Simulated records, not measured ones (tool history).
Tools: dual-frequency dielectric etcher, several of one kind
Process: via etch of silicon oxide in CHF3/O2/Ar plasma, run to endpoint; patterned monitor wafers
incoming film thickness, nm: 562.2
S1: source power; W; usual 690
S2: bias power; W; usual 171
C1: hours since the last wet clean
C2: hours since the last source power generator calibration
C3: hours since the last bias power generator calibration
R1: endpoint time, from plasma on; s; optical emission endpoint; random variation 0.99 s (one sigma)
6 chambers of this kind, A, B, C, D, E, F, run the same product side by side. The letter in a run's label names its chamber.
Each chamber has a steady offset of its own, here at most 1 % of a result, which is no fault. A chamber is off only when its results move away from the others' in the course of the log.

| run | hour | S1 | S2 | C1 | C2 | C3 | R1 |
|---|---|---|---|---|---|---|---|
| 1D | 9.9 | 690 | 171 | 196.2 | 2064.6 | 1954.7 | 273.38 |
| 2B | 17.3 | 690 | 171 | 141.3 | 866.6 | 3638.7 | 276.7 |
| 3C | 31.6 | 690 | 171 | 248.3 | 1611 | 527.3 | 274.87 |
| 4E | 43.8 | 690 | 171 | 71.6 | 3252.6 | 1066.2 | 271.72 |
| 5F | 52.4 | 540 | 142 | 225.2 | 2164.8 | 1216.8 | 322.75 |
| 6A | 62.5 | 540 | 142 | 266 | 865.6 | 740.9 | 320.79 |
| 7B | 70.1 | 540 | 142 | 194.1 | 919.4 | 3691.5 | 321.85 |
| 8F | 84 | 540 | 142 | 256.8 | 2196.4 | 1248.4 | 321.33 |
| 9C | 97.7 | 540 | 142 | 314.4 | 1677.1 | 593.4 | 318.61 |
| 10D | 111.9 | 540 | 142 | 298.2 | 2166.6 | 2056.7 | 317.96 |
| 11E | 123.1 | 690 | 171 | 150.9 | 3331.9 | 1145.5 | 272.93 |
| 12A | 135.9 | 690 | 171 | 339.4 | 939 | 814.3 | 274.16 |
| 13A | 148.5 | 690 | 171 | 352 | 951.6 | 826.9 | 275.5 |
|  | 152.5 | chamber E: source power generator calibrated |
|  | 160.1 | chamber D: wet clean of the chamber |
| 14C | 160.6 | 690 | 171 | 377.3 | 1740 | 656.3 | 276.24 |
|  | 163.4 | chamber F: wet clean of the chamber |
|  | 169.1 | chamber C: wet clean of the chamber |
| 15F | 172.9 | 690 | 158 | 9.5 | 2285.3 | 1337.3 | 282.79 |
| 16E | 186.1 | 690 | 158 | 213.9 | 33.6 | 1208.5 | 280.5 |
| 17B | 201.4 | 690 | 158 | 325.4 | 1050.7 | 3822.8 | 283.03 |
| 18D | 211 | 690 | 158 | 50.9 | 2265.7 | 2155.8 | 280.23 |
| 19E | 219.7 | 690 | 158 | 247.5 | 67.2 | 1242.1 | 277.65 |
| 20B | 226.5 | 690 | 158 | 350.5 | 1075.8 | 3847.9 | 283.73 |
| 21F | 240.5 | 690 | 171 | 77.1 | 2352.9 | 1404.9 | 274.25 |
| 22C | 251.7 | 690 | 171 | 82.7 | 1831.1 | 747.4 | 280.19 |
| 23D | 262.2 | 690 | 171 | 102.1 | 2316.9 | 2207 | 273.16 |
| 24A | 273.5 | 690 | 171 | 477 | 1076.6 | 951.9 | 274.85 |
| 25A | 286.1 | 690 | 171 | 489.6 | 1089.2 | 964.5 | 274.88 |
| 26D | 295.5 | 690 | 171 | 135.4 | 2350.2 | 2240.3 | 272.02 |
| 27F | 303.5 | 690 | 171 | 140.1 | 2415.9 | 1467.9 | 275.53 |
| 28E | 311.3 | 690 | 171 | 339.1 | 158.8 | 1333.7 | 272.52 |
| 29B | 320 | 690 | 171 | 444 | 1169.3 | 3941.4 | 276.16 |
|  | 330 | chamber E: wet clean of the chamber |
| 30C | 332.7 | 690 | 171 | 163.7 | 1912.1 | 828.4 | 278.67 |
| 31E | 342.3 | 690 | 196 | 12.3 | 189.8 | 1364.7 | 259.13 |
| 32B | 352.7 | 690 | 196 | 476.7 | 1202 | 3974.1 | 264.04 |
| 33A | 364.3 | 690 | 196 | 567.8 | 1167.4 | 1042.7 | 261.96 |
| 34F | 375 | 690 | 196 | 211.6 | 2487.4 | 1539.4 | 264.55 |
| 35D | 387.2 | 690 | 196 | 227.1 | 2441.9 | 2332 | 259.56 |
|  | 396 | chamber A: wet clean of the chamber |
| 36C | 398.9 | 690 | 196 | 229.9 | 1978.3 | 894.6 | 266.7 |
| 37A | 411.7 | 690 | 171 | 15.8 | 1214.8 | 1090.1 | 274.39 |
| 38D | 420.2 | 690 | 171 | 260.1 | 2474.9 | 2365 | 274.05 |
| 39E | 427.9 | 610 | 171 | 97.9 | 275.4 | 1450.3 | 285.64 |
| 40C | 434.8 | 610 | 171 | 265.8 | 2014.2 | 930.5 | 292.34 |
| 41F | 447.4 | 610 | 171 | 284 | 2559.8 | 1611.8 | 289.05 |

All 6 chambers run these settings next. Forecast each chamber's results:
| 42A | 458.5 | 690 | 171 |  |  |  | ? |
| 42B | 458.5 | 690 | 171 |  |  |  | ? |
| 42C | 458.5 | 690 | 171 |  |  |  | ? |
| 42D | 458.5 | 690 | 171 |  |  |  | ? |
| 42E | 458.5 | 690 | 171 |  |  |  | ? |
| 42F | 458.5 | 690 | 171 |  |  |  | ? |

| run | R1 |
|---|---|
| 42A | 274.71 |
| 42B | 276.34 |
| 42C | 279.46 |
| 42D | 273.74 |
| 42E | 270.7 |
| 42F | 275.93 |

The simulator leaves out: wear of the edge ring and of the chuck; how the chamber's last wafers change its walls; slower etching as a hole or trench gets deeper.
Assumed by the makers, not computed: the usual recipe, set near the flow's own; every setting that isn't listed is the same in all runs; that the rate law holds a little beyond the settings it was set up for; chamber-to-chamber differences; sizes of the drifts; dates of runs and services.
